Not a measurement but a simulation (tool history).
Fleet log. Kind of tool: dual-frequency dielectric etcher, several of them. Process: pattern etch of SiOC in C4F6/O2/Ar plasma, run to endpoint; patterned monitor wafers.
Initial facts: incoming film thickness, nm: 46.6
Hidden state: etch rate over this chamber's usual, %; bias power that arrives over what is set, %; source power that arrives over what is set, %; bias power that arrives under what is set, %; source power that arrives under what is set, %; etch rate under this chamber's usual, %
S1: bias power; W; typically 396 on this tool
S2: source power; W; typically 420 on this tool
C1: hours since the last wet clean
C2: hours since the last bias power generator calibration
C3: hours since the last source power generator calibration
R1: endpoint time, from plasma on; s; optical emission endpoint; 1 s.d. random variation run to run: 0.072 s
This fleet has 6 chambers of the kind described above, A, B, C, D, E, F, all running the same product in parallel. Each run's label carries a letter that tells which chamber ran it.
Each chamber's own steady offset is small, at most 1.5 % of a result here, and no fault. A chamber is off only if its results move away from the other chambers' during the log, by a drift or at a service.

run   hour   S1   S2     C1      C2      C3      R1
 1D    9.1  396  420   74.5  3517.6  2188.3  16.657
 2C   18.5  396  420  218.7  1336.6   566.4  16.693
 3E   26.8  396  420   98.2  1664.3  3306.9  16.833
 4F   32.8  396  420  215.9  1838.7   640.8  16.761
 5A   41.9  396  420  391.2   171.8    2597  16.601
 6B   47.9  396  500  257.2  2297.3  2287.9  15.924
 7E   53.3  396  500  124.7  1690.8  3333.4  15.624
 8D   64.9  396  500  130.3  3573.4  2244.1  15.713
 9A   73.1  396  500  422.4     203  2628.2  15.411
10C   82.1  396  500  282.3  1400.2     630  15.618
      87.4  -- chamber B: source power generator calibrated
11B     91  396  500  300.3  2340.4     3.6  15.813
12F  101.5  354  510  284.6  1907.4   709.5  16.154
     105.2  -- chamber A: wet clean of the chamber
13D    108  354  510  173.4  3616.5  2287.2   16.05
14F  115.2  354  510  298.3  1921.1   723.2  16.188
15A    125  354  510   19.8   254.9  2680.1  16.172
16E  135.4  354  510  206.8  1772.9  3415.5  16.183
17B  145.1  354  510  354.4  2394.5    57.7  16.442
18C  150.4  396  420  350.6  1468.5   698.3  16.682
19C  157.7  396  420  357.9  1475.8   705.6  16.673
20F  163.5  338  330  346.6  1969.4   771.5  19.736
21B  173.9  338  330  383.2  2423.3    86.5  19.953
22A  180.5  338  330   75.3   310.4  2735.6    19.3
23D  188.5  338  330  253.9    3697  2367.7  19.385
24E  198.4  338  330  269.8  1835.9  3478.5  19.601
     203.5  -- chamber E: bias power generator calibrated
25D    205  338  330  270.4  3713.5  2384.2  19.378
26E    216  453  360  287.4    12.5  3496.1  16.895
27F  224.5  453  360  407.6  2030.4   832.5  17.103
     226.2  -- chamber B: wet clean of the chamber
28C  234.6  453  360  434.8  1552.7   782.5  16.845
29B  243.5  453  360   17.4  2492.9   156.1  17.154
30A  254.6  453  360  149.4   384.5  2809.7  16.771
31D  264.4  453  360  329.8  3772.9  2443.6  16.978
32A  270.4  396  490  165.2   400.3  2825.5  15.755
33B  277.9  396  490   51.8  2527.3   190.5  16.204
34C  288.5  396  490  488.7  1606.6   836.4  15.738
35E  294.7  396  490  366.1    91.2  3574.8  15.707
     301.4  -- chamber E: wet clean of the chamber
36F  302.5  396  490  485.6  2108.4   910.5  16.277
37B  310.1  396  490     84  2559.5   222.7  16.064
38A  315.6  396  460  210.4   445.5  2870.7  16.163
     316.3  -- chamber D: wet clean of the chamber
     316.9  -- chamber C: wet clean of the chamber
39C  321.4  396  460    4.5  1639.5   869.3  16.117
40E  328.2  396  460   26.8   124.7  3608.3  16.226
41F  333.6  396  460  516.7  2139.5   941.6  16.734
42D    345  396  460   28.8  3853.5  2524.2  16.132
43C  354.7  396  460   37.8  1672.8   902.6  16.185

Predict what each chamber gives when all 6 of them run the settings below next.
44A  363.1  396  420               ?
44B  363.1  396  420               ?
44C  363.1  396  420               ?
44D  363.1  396  420               ?
44E  363.1  396  420               ?
44F  363.1  396  420               ?

run      R1
44A  16.735
44B  17.028
44C  16.778
44D  16.682
44E  16.802
44F  17.299

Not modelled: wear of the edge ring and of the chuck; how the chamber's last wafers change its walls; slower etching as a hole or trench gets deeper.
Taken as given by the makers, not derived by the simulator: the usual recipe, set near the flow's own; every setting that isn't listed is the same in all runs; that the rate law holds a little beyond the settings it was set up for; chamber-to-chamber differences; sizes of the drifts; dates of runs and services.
